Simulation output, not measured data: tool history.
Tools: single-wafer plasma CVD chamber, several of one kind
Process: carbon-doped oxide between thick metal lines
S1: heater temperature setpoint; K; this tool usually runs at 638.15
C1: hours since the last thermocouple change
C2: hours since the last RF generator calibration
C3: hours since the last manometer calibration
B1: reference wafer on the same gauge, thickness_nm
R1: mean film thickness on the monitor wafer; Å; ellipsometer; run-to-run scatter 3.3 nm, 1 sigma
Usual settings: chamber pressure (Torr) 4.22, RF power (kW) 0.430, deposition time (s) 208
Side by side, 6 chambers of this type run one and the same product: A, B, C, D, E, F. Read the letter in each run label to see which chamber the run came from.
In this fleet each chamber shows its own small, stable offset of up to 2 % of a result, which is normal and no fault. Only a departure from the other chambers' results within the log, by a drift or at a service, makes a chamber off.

run 1F hour=6.4 | S1=638.15 chamber_pressure_(Torr)=4.22 RF_power_(kW)=0.430 deposition_time_(s)=208 | C1=3285.5 C2=1393.8 C3=412.4 | B1=838.15 | R1=8855.2
run 2E hour=14.3 | S1=638.15 chamber_pressure_(Torr)=4.22 RF_power_(kW)=0.430 deposition_time_(s)=208 | C1=534.7 C2=824.0 C3=155.8 | B1=837.07 | R1=8860.9
run 3C hour=20.8 | S1=638.15 chamber_pressure_(Torr)=4.22 RF_power_(kW)=0.430 deposition_time_(s)=208 | C1=1278.3 C2=322.8 C3=308.8 | B1=838.08 | R1=8792.0
run 4A hour=32.7 | S1=638.15 chamber_pressure_(Torr)=4.22 RF_power_(kW)=0.430 deposition_time_(s)=208 | C1=397.4 C2=1298.0 C3=200.4 | B1=839.00 | R1=8841.4
run 5B hour=42.7 | S1=638.15 chamber_pressure_(Torr)=4.22 RF_power_(kW)=0.430 deposition_time_(s)=208 | C1=1816.2 C2=203.0 C3=533.8 | B1=837.86 | R1=8977.7
run 6D hour=49.7 | S1=638.15 chamber_pressure_(Torr)=4.22 RF_power_(kW)=0.430 deposition_time_(s)=208 | C1=3027.9 C2=696.4 C3=83.0 | B1=838.28 | R1=8935.4
run 7A hour=57.4 | S1=638.15 chamber_pressure_(Torr)=4.22 RF_power_(kW)=0.430 deposition_time_(s)=208 | C1=422.1 C2=1322.7 C3=225.1 | B1=838.18 | R1=8924.8
run 8F hour=68.5 | S1=638.15 chamber_pressure_(Torr)=4.22 RF_power_(kW)=0.430 deposition_time_(s)=208 | C1=3347.6 C2=1455.9 C3=474.5 | B1=837.23 | R1=8778.6
-- hour=76.5 chamber F: thermocouple changed; heater temperature recalibrated
run 9B hour=78.8 | S1=638.15 chamber_pressure_(Torr)=4.22 RF_power_(kW)=0.350 deposition_time_(s)=189 | C1=1852.3 C2=239.1 C3=569.9 | B1=838.22 | R1=6942.1
run 10E hour=86.6 | S1=638.15 chamber_pressure_(Torr)=4.22 RF_power_(kW)=0.350 deposition_time_(s)=189 | C1=607.0 C2=896.3 C3=228.1 | B1=838.32 | R1=6882.4
run 11D hour=100.7 | S1=638.15 chamber_pressure_(Torr)=4.22 RF_power_(kW)=0.350 deposition_time_(s)=189 | C1=3078.9 C2=747.4 C3=134.0 | B1=838.10 | R1=6952.6
run 12C hour=113.5 | S1=638.15 chamber_pressure_(Torr)=4.22 RF_power_(kW)=0.350 deposition_time_(s)=189 | C1=1371.0 C2=415.5 C3=401.5 | B1=837.60 | R1=6810.9
run 13D hour=121.3 | S1=638.15 chamber_pressure_(Torr)=4.22 RF_power_(kW)=0.350 deposition_time_(s)=189 | C1=3099.5 C2=768.0 C3=154.6 | B1=838.81 | R1=6966.7
run 14A hour=129.6 | S1=638.15 chamber_pressure_(Torr)=4.22 RF_power_(kW)=0.350 deposition_time_(s)=189 | C1=494.3 C2=1394.9 C3=297.3 | B1=837.62 | R1=6965.9
run 15C hour=137.5 | S1=638.15 chamber_pressure_(Torr)=4.22 RF_power_(kW)=0.430 deposition_time_(s)=208 | C1=1395.0 C2=439.5 C3=425.5 | B1=837.69 | R1=8778.0
run 16E hour=144.9 | S1=638.15 chamber_pressure_(Torr)=4.22 RF_power_(kW)=0.430 deposition_time_(s)=208 | C1=665.3 C2=954.6 C3=286.4 | B1=838.01 | R1=8861.2
run 17F hour=151.4 | S1=638.15 chamber_pressure_(Torr)=4.22 RF_power_(kW)=0.430 deposition_time_(s)=208 | C1=75.0 C2=1538.8 C3=557.4 | B1=838.38 | R1=8860.3
run 18B hour=165.0 | S1=638.15 chamber_pressure_(Torr)=4.22 RF_power_(kW)=0.430 deposition_time_(s)=208 | C1=1938.5 C2=325.3 C3=656.1 | B1=837.78 | R1=8951.7
run 19C hour=171.4 | S1=638.15 chamber_pressure_(Torr)=4.22 RF_power_(kW)=0.430 deposition_time_(s)=208 | C1=1428.9 C2=473.4 C3=459.4 | B1=838.77 | R1=8736.4
run 20F hour=181.0 | S1=638.15 chamber_pressure_(Torr)=3.21 RF_power_(kW)=0.430 deposition_time_(s)=208 | C1=104.6 C2=1568.4 C3=587.0 | B1=837.36 | R1=8542.5
-- hour=181.5 chamber D: thermocouple changed; heater temperature recalibrated
run 21B hour=195.5 | S1=638.15 chamber_pressure_(Torr)=3.21 RF_power_(kW)=0.430 deposition_time_(s)=208 | C1=1969.0 C2=355.8 C3=686.6 | B1=837.22 | R1=8651.3
run 22E hour=203.0 | S1=638.15 chamber_pressure_(Torr)=3.21 RF_power_(kW)=0.430 deposition_time_(s)=208 | C1=723.4 C2=1012.7 C3=344.5 | B1=837.78 | R1=8573.4
run 23D hour=212.8 | S1=638.15 chamber_pressure_(Torr)=3.21 RF_power_(kW)=0.430 deposition_time_(s)=208 | C1=31.4 C2=859.5 C3=246.1 | B1=837.93 | R1=8424.8
run 24A hour=224.8 | S1=638.15 chamber_pressure_(Torr)=3.21 RF_power_(kW)=0.430 deposition_time_(s)=208 | C1=589.5 C2=1490.1 C3=392.5 | B1=838.24 | R1=8632.6
run 25A hour=237.1 | S1=638.15 chamber_pressure_(Torr)=3.21 RF_power_(kW)=0.430 deposition_time_(s)=208 | C1=601.8 C2=1502.4 C3=404.8 | B1=838.88 | R1=8560.8
run 26F hour=244.9 | S1=638.15 chamber_pressure_(Torr)=4.22 RF_power_(kW)=0.430 deposition_time_(s)=208 | C1=168.5 C2=1632.3 C3=650.9 | B1=838.00 | R1=8832.3
run 27E hour=256.2 | S1=638.15 chamber_pressure_(Torr)=4.22 RF_power_(kW)=0.430 deposition_time_(s)=208 | C1=776.6 C2=1065.9 C3=397.7 | B1=838.42 | R1=8894.5
run 28B hour=269.4 | S1=638.15 chamber_pressure_(Torr)=4.22 RF_power_(kW)=0.430 deposition_time_(s)=208 | C1=2042.9 C2=429.7 C3=760.5 | B1=839.28 | R1=8933.1
run 29D hour=282.8 | S1=638.15 chamber_pressure_(Torr)=4.22 RF_power_(kW)=0.430 deposition_time_(s)=208 | C1=101.4 C2=929.5 C3=316.1 | B1=837.80 | R1=8693.6
run 30C hour=289.3 | S1=638.15 chamber_pressure_(Torr)=4.22 RF_power_(kW)=0.430 deposition_time_(s)=208 | C1=1546.8 C2=591.3 C3=577.3 | B1=837.21 | R1=8741.1
run 31E hour=301.8 | S1=638.15 chamber_pressure_(Torr)=4.22 RF_power_(kW)=0.430 deposition_time_(s)=208 | C1=822.2 C2=1111.5 C3=443.3 | B1=837.46 | R1=8951.0
run 32C hour=315.4 | S1=638.15 chamber_pressure_(Torr)=4.22 RF_power_(kW)=0.430 deposition_time_(s)=208 | C1=1572.9 C2=617.4 C3=603.4 | B1=837.80 | R1=8734.7
run 33D hour=325.7 | S1=638.15 chamber_pressure_(Torr)=4.57 RF_power_(kW)=0.510 deposition_time_(s)=208 | C1=144.3 C2=972.4 C3=359.0 | B1=838.20 | R1=9874.3
run 34A hour=333.6 | S1=638.15 chamber_pressure_(Torr)=4.57 RF_power_(kW)=0.510 deposition_time_(s)=208 | C1=698.3 C2=1598.9 C3=501.3 | B1=837.68 | R1=10049.0
run 35F hour=341.3 | S1=638.15 chamber_pressure_(Torr)=4.57 RF_power_(kW)=0.510 deposition_time_(s)=208 | C1=264.9 C2=1728.7 C3=747.3 | B1=838.29 | R1=9993.4
run 36B hour=348.5 | S1=638.15 chamber_pressure_(Torr)=4.57 RF_power_(kW)=0.510 deposition_time_(s)=208 | C1=2122.0 C2=508.8 C3=839.6 | B1=837.98 | R1=10117.0
run 37E hour=360.7 | S1=638.15 chamber_pressure_(Torr)=4.57 RF_power_(kW)=0.510 deposition_time_(s)=208 | C1=881.1 C2=1170.4 C3=502.2 | B1=837.92 | R1=10112.0
run 38D hour=367.7 | S1=638.15 chamber_pressure_(Torr)=4.57 RF_power_(kW)=0.510 deposition_time_(s)=208 | C1=186.3 C2=1014.4 C3=401.0 | B1=838.85 | R1=9819.4
run 39C hour=376.0 | S1=638.15 chamber_pressure_(Torr)=4.22 RF_power_(kW)=0.430 deposition_time_(s)=208 | C1=1633.5 C2=678.0 C3=664.0 | B1=837.64 | R1=8721.8
run 40F hour=386.2 | S1=638.15 chamber_pressure_(Torr)=4.22 RF_power_(kW)=0.430 deposition_time_(s)=208 | C1=309.8 C2=1773.6 C3=792.2 | B1=837.69 | R1=8876.1
run 41A hour=395.8 | S1=638.15 chamber_pressure_(Torr)=4.22 RF_power_(kW)=0.430 deposition_time_(s)=208 | C1=760.5 C2=1661.1 C3=563.5 | B1=837.47 | R1=8912.9

Each of the 6 chambers runs these same settings next. Fill in every chamber's results:
run 42A hour=406.4 | S1=638.15 chamber_pressure_(Torr)=4.22 RF_power_(kW)=0.430 deposition_time_(s)=208 | R1=?
run 42B hour=406.4 | S1=638.15 chamber_pressure_(Torr)=4.22 RF_power_(kW)=0.430 deposition_time_(s)=208 | R1=?
run 42C hour=406.4 | S1=638.15 chamber_pressure_(Torr)=4.22 RF_power_(kW)=0.430 deposition_time_(s)=208 | R1=?
run 42D hour=406.4 | S1=638.15 chamber_pressure_(Torr)=4.22 RF_power_(kW)=0.430 deposition_time_(s)=208 | R1=?
run 42E hour=406.4 | S1=638.15 chamber_pressure_(Torr)=4.22 RF_power_(kW)=0.430 deposition_time_(s)=208 | R1=?
run 42F hour=406.4 | S1=638.15 chamber_pressure_(Torr)=4.22 RF_power_(kW)=0.430 deposition_time_(s)=208 | R1=?

run=42A R1=8907.7
run=42B R1=8964.4
run=42C R1=8829.1
run=42D R1=8581.6
run=42E R1=8932.9
run=42F R1=8811.3
